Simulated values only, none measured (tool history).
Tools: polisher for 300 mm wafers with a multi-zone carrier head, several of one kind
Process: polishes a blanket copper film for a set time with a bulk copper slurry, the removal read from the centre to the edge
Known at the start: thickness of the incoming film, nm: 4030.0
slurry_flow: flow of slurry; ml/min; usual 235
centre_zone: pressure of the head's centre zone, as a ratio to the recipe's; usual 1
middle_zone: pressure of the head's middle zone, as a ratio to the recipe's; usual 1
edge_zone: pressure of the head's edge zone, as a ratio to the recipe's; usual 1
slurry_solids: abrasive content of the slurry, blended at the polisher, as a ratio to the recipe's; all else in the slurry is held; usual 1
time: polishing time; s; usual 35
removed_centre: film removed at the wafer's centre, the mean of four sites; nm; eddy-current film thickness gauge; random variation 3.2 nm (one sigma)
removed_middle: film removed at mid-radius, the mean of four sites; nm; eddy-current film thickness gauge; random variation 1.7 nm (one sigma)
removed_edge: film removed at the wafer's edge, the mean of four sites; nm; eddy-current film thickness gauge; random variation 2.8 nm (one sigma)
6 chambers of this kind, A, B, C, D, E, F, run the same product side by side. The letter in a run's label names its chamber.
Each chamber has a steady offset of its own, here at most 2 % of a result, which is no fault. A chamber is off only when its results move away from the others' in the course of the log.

run,hour,slurry_flow,centre_zone,middle_zone,edge_zone,slurry_solids,time,wafers polished on this pad,hours since the slurry nozzle was cleaned,hours since the centre zone pressure was calibrated,hours since the edge zone pressure was calibrated,removed_centre,removed_middle,removed_edge
# hour 3.1: chamber B: worn pad replaced by a new one
1B,3.7,235,1,1,1,1,35,9,9.6,85.9,129,263.26,263.91,268.32
2C,8.5,235,1,1,1,1,35,536,10.1,473,577.5,264.46,261.12,263.41
# hour 10.7: chamber C: worn pad replaced by a new one
# hour 11.5: chamber F: worn pad replaced by a new one
3A,14.5,235,1,1,1,1,35,517,533.2,94.8,539.9,269.41,263.45,266.27
4D,17.9,235,1,1,1,1,35,820,115.9,613.7,857.5,267.2,265.74,261.13
# hour 22: chamber E: centre zone pressure recalibrated
5E,22.4,235,1,1,1,1,35,512,25.6,0.4,965.4,265.55,265.83,266.54
6F,25.1,235,1,1,1,1,35,197,501.2,43.7,48.9,262.19,266.18,256.8
7C,30.1,235,1,1,1,1,35,281,31.7,494.6,599.1,261.16,263.84,264.45
# hour 35.2: chamber B: worn pad replaced by a new one
8A,35.7,235,1,1,1,1,35,824,554.4,116,561.1,270.11,268.6,263.12
9B,40.6,235,1,1,1,1,35,78,46.5,122.8,165.9,264.9,264.03,264.91
# hour 42.2: chamber E: worn pad replaced by a new one
10D,43.6,235,1,1,1,1,35,1193,141.6,639.4,883.2,265.33,267.32,264.25
# hour 48.8: chamber C: worn pad replaced by a new one
11E,49.1,235,1,1,1,1,35,100,52.3,27.1,992.1,269.99,262.34,264.41
12F,51.8,235,1,1,1,1.2,35,585,527.9,70.4,75.6,276.04,275.34,270.14
# hour 54.4: chamber F: worn pad replaced by a new one
13A,56.2,235,1,1,1,1.2,35,1122,574.9,136.5,581.6,287.55,278.74,280.06
14C,59.3,235,1,1,1,1.2,35,153,60.9,523.8,628.3,281.74,272.67,274.34
# hour 59.8: chamber D: worn pad replaced by a new one
15D,63.3,235,1,1,1,1.2,35,51,161.3,659.1,902.9,274.4,276.19,272.58
16F,67.4,235,1,1,1,1.2,35,189,543.5,86,91.2,276.36,275.92,268.41
17B,70.5,235,1,1,1,1.2,35,512,76.4,152.7,195.8,272.71,273.46,276.97
18E,75.2,235,1,1,1,1,35,478,78.4,53.2,1018.2,271.62,265.48,266.7
# hour 78.2: chamber B: worn pad replaced by a new one
# hour 80.4: chamber A: worn pad replaced by a new one
19D,80.5,235,1,1,1,1,35,300,178.5,676.3,920.1,267.22,263.91,264.74
20C,85.5,235,1,1.05,1,1,35,532,87.1,550,654.5,263.96,274.54,263.77
# hour 88.1: chamber E: worn pad replaced by a new one
21E,91.5,235,1,1.05,1,1,35,50,94.7,69.5,1034.5,268.84,275.99,264.66
# hour 93.7: chamber C: worn pad replaced by a new one
22A,94.7,235,1,1.05,1,1,35,208,613.4,175,620.1,270.53,278.59,266.44
# hour 95.2: chamber F: worn pad replaced by a new one
23B,99.1,235,1,1.05,1,1,35,303,105,181.3,224.4,263.38,278.29,268.07
24F,104.9,235,1,1.05,1,1,35,141,581,123.5,128.7,267.38,276.66,258.03
25C,111,235,1,1.05,1,1,35,251,112.6,575.5,680,267.28,277,266.5
26F,114.7,235,1,0.91,1,1,35,283,590.8,133.3,138.5,273.28,241.15,259.04
# hour 118.2: chamber B: worn pad replaced by a new one
27D,119.7,235,1,0.91,1,1,35,869,217.7,715.5,959.3,262.2,243.08,263.55
28A,123.3,235,1,0.91,1,1,35,623,642,203.6,648.7,269.85,244.73,268.72
# hour 123.7: chamber E: edge zone pressure recalibrated
# hour 126.4: chamber F: slurry nozzle cleaned
29B,127.4,235,1,0.91,1,1,35,134,133.3,209.6,252.7,259.39,244.75,267.87
# hour 129.3: chamber F: worn pad replaced by a new one
30E,131.1,235,1,0.91,1,1,35,624,134.3,109.1,7.5,272.63,242.43,262.53
# hour 133.3: chamber C: worn pad replaced by a new one
31E,136.6,235,1,0.91,1,1,35,704,139.8,114.6,13,271.17,240.12,266.27
# hour 138: chamber E: worn pad replaced by a new one
32B,139.7,235,1,1,1,1,35,312,145.6,221.9,265,263,266.11,261.45
# hour 140.1: chamber A: slurry nozzle cleaned
33F,144.9,235,1,1,1,1,35,227,18.5,163.5,168.7,261.39,266.72,263.12
34C,148.5,235,1,1,1,1,35,221,150.1,613,717.5,267.24,265.17,263.48
# hour 150.6: chamber D: worn pad replaced by a new one
35A,153.5,235,1.06,1.04,1,1,35,1061,13.4,233.8,678.9,287.59,277.5,265.53
36D,157.1,235,1.06,1.04,1,1,35,94,255.1,752.9,996.7,279.24,273.82,266.62
# hour 160.4: chamber B: worn pad replaced by a new one
37B,162.1,235,1.06,1.04,1,1,35,25,168,244.3,287.4,287.76,276.32,263.85
# hour 162.7: chamber F: worn pad replaced by a new one
38E,168.4,235,1.06,1.04,1,1,35,441,171.6,146.4,44.8,290.74,275.22,263.42
39C,173.1,235,1.06,1.04,1,1,35,577,174.7,637.6,742.1,281.56,276.75,263.12
40A,176.6,235,1.06,1.04,1,1,35,1396,36.5,256.9,702,289.77,278.9,265.11
41D,180.8,235,1,1.08,1,1,35,438,278.8,776.6,1020.4,264.97,282.33,261.73
42F,183.7,235,1,1.08,1,1,35,304,57.3,202.3,207.5,263.49,284.42,257.56
# hour 187.5: chamber E: worn pad replaced by a new one
43E,187.9,235,1,1.08,1,1,35,6,191.1,165.9,64.3,263.68,283.44,264.79

Is one chamber off against the others, does the gauge drift, or is nothing wrong? If a chamber is off, say which, and what the likeliest cause is.

No chamber stands off beyond its own small offset, and the gauge holds steady.
